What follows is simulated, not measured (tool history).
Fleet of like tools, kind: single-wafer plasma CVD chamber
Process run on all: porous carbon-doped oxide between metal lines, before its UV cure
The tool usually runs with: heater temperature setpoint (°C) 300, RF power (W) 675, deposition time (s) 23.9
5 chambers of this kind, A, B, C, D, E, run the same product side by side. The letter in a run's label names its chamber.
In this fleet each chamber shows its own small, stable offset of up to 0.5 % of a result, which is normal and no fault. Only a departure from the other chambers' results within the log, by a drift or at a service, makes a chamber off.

| run | hour | heater temperature setpoint (°C) | RF power (W) | deposition time (s) | hours since the last thermocouple change | hours since the last RF generator calibration | read-back reference wafer on the same gauge, thickness_nm | mean film thickness on the monitor wafer (Å) |
|---|---|---|---|---|---|---|---|---|
| 1D | 8.2 | 300 | 675 | 23.9 | 724.7 | 557.1 | 129.96 | 1577.8 |
| 2C | 18.8 | 300 | 675 | 23.9 | 1338.7 | 743.4 | 129.98 | 1586.5 |
| 3B | 32.2 | 300 | 675 | 23.9 | 962.0 | 695.8 | 130.00 | 1582.2 |
| 4E | 43.8 | 300 | 675 | 23.9 | 2107.0 | 814.4 | 129.95 | 1578.1 |
| 5A | 53.8 | 300 | 675 | 23.9 | 1789.1 | 2064.0 | 129.99 | 1594.1 |
| 6C | 60.2 | 300 | 675 | 23.9 | 1380.1 | 784.8 | 130.02 | 1586.8 |
| 7B | 67.0 | 300 | 675 | 23.9 | 996.8 | 730.6 | 130.06 | 1583.8 |
| 8E | 72.9 | 300 | 675 | 23.9 | 2136.1 | 843.5 | 129.98 | 1581.5 |
| 9A | 82.0 | 300 | 675 | 23.9 | 1817.3 | 2092.2 | 130.03 | 1588.7 |
| 10D | 94.7 | 306 | 675 | 27.9 | 811.2 | 643.6 | 129.96 | 1770.7 |
| 11E | 105.5 | 306 | 675 | 27.9 | 2168.7 | 876.1 | 129.97 | 1771.7 |
| 12C | 119.0 | 306 | 675 | 27.9 | 1438.9 | 843.6 | 130.06 | 1780.9 |
| 13D | 130.1 | 306 | 675 | 27.9 | 846.6 | 679.0 | 130.00 | 1777.2 |
| 14B | 136.8 | 306 | 675 | 27.9 | 1066.6 | 800.4 | 129.99 | 1768.8 |
| 15A | 145.9 | 300 | 675 | 23.9 | 1881.2 | 2156.1 | 129.91 | 1598.0 |
| 16D | 157.2 | 300 | 675 | 23.9 | 873.7 | 706.1 | 130.02 | 1575.9 |
| 17B | 166.1 | 300 | 675 | 23.9 | 1095.9 | 829.7 | 129.97 | 1579.6 |
| 18C | 178.9 | 300 | 675 | 23.9 | 1498.8 | 903.5 | 129.97 | 1590.4 |
| 19A | 188.7 | 300 | 600 | 25.4 | 1924.0 | 2198.9 | 129.92 | 1559.8 |
| 20E | 196.3 | 300 | 600 | 25.4 | 2259.5 | 966.9 | 130.03 | 1551.4 |
| 21A | 203.4 | 300 | 600 | 25.4 | 1938.7 | 2213.6 | 129.98 | 1568.3 |
| 22D | 210.3 | 300 | 600 | 25.4 | 926.8 | 759.2 | 129.96 | 1557.3 |
|  | 211.8 | chamber E: thermocouple changed; heater temperature recalibrated |
| 23E | 222.8 | 300 | 600 | 25.4 | 11.0 | 993.4 | 130.01 | 1546.7 |
| 24B | 229.1 | 300 | 675 | 23.9 | 1158.9 | 892.7 | 129.95 | 1582.3 |
| 25C | 236.1 | 300 | 675 | 23.9 | 1556.0 | 960.7 | 130.00 | 1583.4 |
| 26D | 248.3 | 300 | 675 | 23.9 | 964.8 | 797.2 | 130.01 | 1577.9 |
| 27B | 256.9 | 300 | 675 | 23.9 | 1186.7 | 920.5 | 130.04 | 1585.3 |
| 28A | 268.7 | 300 | 675 | 23.9 | 2004.0 | 2278.9 | 129.97 | 1597.1 |
| 29C | 277.8 | 300 | 675 | 23.9 | 1597.7 | 1002.4 | 130.00 | 1593.6 |
| 30E | 290.5 | 300 | 675 | 23.9 | 78.7 | 1061.1 | 129.99 | 1579.8 |
| 31D | 301.7 | 300 | 675 | 23.9 | 1018.2 | 850.6 | 130.04 | 1586.7 |
| 32C | 314.4 | 300 | 675 | 23.9 | 1634.3 | 1039.0 | 129.98 | 1587.6 |
| 33E | 326.9 | 300 | 675 | 23.9 | 115.1 | 1097.5 | 130.07 | 1576.8 |
| 34B | 337.0 | 300 | 675 | 23.9 | 1266.8 | 1000.6 | 129.97 | 1584.4 |

What goes on in this fleet: one chamber off, a drifting gauge, or nothing beyond the chambers' own small offsets? Name the chamber and the cause, if any.

The fleet is healthy, with each chamber sitting at its usual small offset and no drift in the gauge.

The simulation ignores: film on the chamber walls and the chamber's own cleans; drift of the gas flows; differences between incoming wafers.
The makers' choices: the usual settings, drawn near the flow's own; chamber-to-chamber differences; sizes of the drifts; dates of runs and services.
